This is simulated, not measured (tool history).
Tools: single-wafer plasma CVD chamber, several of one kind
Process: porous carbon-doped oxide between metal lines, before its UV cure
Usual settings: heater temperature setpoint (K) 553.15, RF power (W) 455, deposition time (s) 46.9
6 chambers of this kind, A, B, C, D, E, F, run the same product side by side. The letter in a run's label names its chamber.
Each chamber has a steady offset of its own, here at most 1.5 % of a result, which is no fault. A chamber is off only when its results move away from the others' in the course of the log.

| run | hour | heater temperature setpoint (K) | RF power (W) | deposition time (s) | read-back reference wafer on the same gauge, thickness_nm | mean film thickness on the monitor wafer (nm) |
|---|---|---|---|---|---|---|
| 1A | 8.4 | 553.15 | 455 | 46.9 | 237.03 | 261.71 |
| 2D | 21.2 | 553.15 | 455 | 46.9 | 237.13 | 267.06 |
| 3C | 28.6 | 553.15 | 455 | 46.9 | 236.98 | 263.67 |
| 4B | 39.4 | 553.15 | 455 | 46.9 | 237.15 | 263.88 |
| 5E | 50.6 | 553.15 | 455 | 46.9 | 237.15 | 265.13 |
| 6F | 63 | 553.15 | 455 | 46.9 | 237.29 | 266.72 |
| 7A | 71.2 | 553.15 | 455 | 46.9 | 237.27 | 262.34 |
| 8C | 80.2 | 553.15 | 455 | 46.9 | 237.3 | 263.81 |
|  | 86.7 | chamber C: RF generator calibrated |
| 9D | 87.2 | 553.15 | 455 | 46.9 | 237.28 | 267.98 |
| 10E | 100.3 | 553.15 | 455 | 46.9 | 237.39 | 265.02 |
| 11F | 106.1 | 558.15 | 415 | 46.9 | 237.38 | 240.96 |
| 12B | 113.9 | 558.15 | 415 | 46.9 | 237.43 | 237.88 |
| 13A | 125.4 | 558.15 | 415 | 46.9 | 237.42 | 237.1 |
| 14C | 134.7 | 558.15 | 415 | 46.9 | 237.49 | 238.59 |
| 15F | 143.7 | 558.15 | 415 | 46.9 | 237.49 | 240.63 |
| 16D | 152.1 | 558.15 | 415 | 46.9 | 237.59 | 241.31 |
| 17B | 158.1 | 543.15 | 455 | 39.1 | 237.63 | 235.54 |
|  | 169.7 | chamber D: thermocouple changed; heater temperature recalibrated |
| 18E | 169.8 | 543.15 | 455 | 39.1 | 237.64 | 237.84 |
| 19A | 177.9 | 543.15 | 455 | 39.1 | 237.64 | 234.72 |
|  | 184.1 | chamber B: thermocouple changed; heater temperature recalibrated |
| 20E | 190.6 | 543.15 | 455 | 39.1 | 237.65 | 237.82 |
| 21F | 200.3 | 543.15 | 455 | 39.1 | 237.77 | 238.63 |
| 22B | 211.9 | 543.15 | 455 | 39.1 | 237.8 | 236 |
| 23C | 224.4 | 553.15 | 455 | 46.9 | 237.78 | 264.23 |
| 24D | 234.6 | 553.15 | 455 | 46.9 | 237.91 | 268.22 |
| 25C | 241.5 | 553.15 | 455 | 46.9 | 237.81 | 264.6 |
| 26D | 251.6 | 553.15 | 455 | 46.9 | 237.89 | 267.66 |
| 27F | 263.3 | 553.15 | 455 | 46.9 | 237.93 | 266.65 |
| 28B | 272 | 562.15 | 425 | 46.9 | 237.97 | 236.24 |
| 29A | 278.6 | 562.15 | 425 | 46.9 | 237.98 | 236.13 |
| 30E | 285.4 | 562.15 | 425 | 46.9 | 238.06 | 238.71 |
| 31A | 291.3 | 562.15 | 425 | 46.9 | 238.05 | 235.53 |
|  | 292.1 | chamber F: RF generator calibrated |
| 32B | 302.3 | 562.15 | 425 | 46.9 | 238.09 | 236.88 |
| 33F | 310.4 | 562.15 | 425 | 46.9 | 238.18 | 240.06 |
| 34E | 320.5 | 553.15 | 455 | 46.9 | 238.13 | 266.17 |
| 35D | 326.3 | 553.15 | 455 | 46.9 | 238.28 | 268.37 |
| 36C | 338.3 | 553.15 | 455 | 46.9 | 238.21 | 264.74 |
| 37D | 350.5 | 553.15 | 455 | 46.9 | 238.28 | 267.61 |
| 38A | 361.6 | 553.15 | 455 | 46.9 | 238.29 | 263.92 |
| 39E | 369 | 562.15 | 425 | 46.9 | 238.41 | 239.08 |
| 40F | 378.5 | 562.15 | 425 | 46.9 | 238.28 | 239.24 |
| 41C | 390.2 | 562.15 | 425 | 46.9 | 238.47 | 237.32 |

What goes on in this fleet: one chamber off, a drifting gauge, or nothing beyond the chambers' own small offsets? Name the chamber and the cause, if any.

The gauge drifts, so all chambers seem to drift together. No chamber is off.
Cause: gauge reads high (%) = 0.616.

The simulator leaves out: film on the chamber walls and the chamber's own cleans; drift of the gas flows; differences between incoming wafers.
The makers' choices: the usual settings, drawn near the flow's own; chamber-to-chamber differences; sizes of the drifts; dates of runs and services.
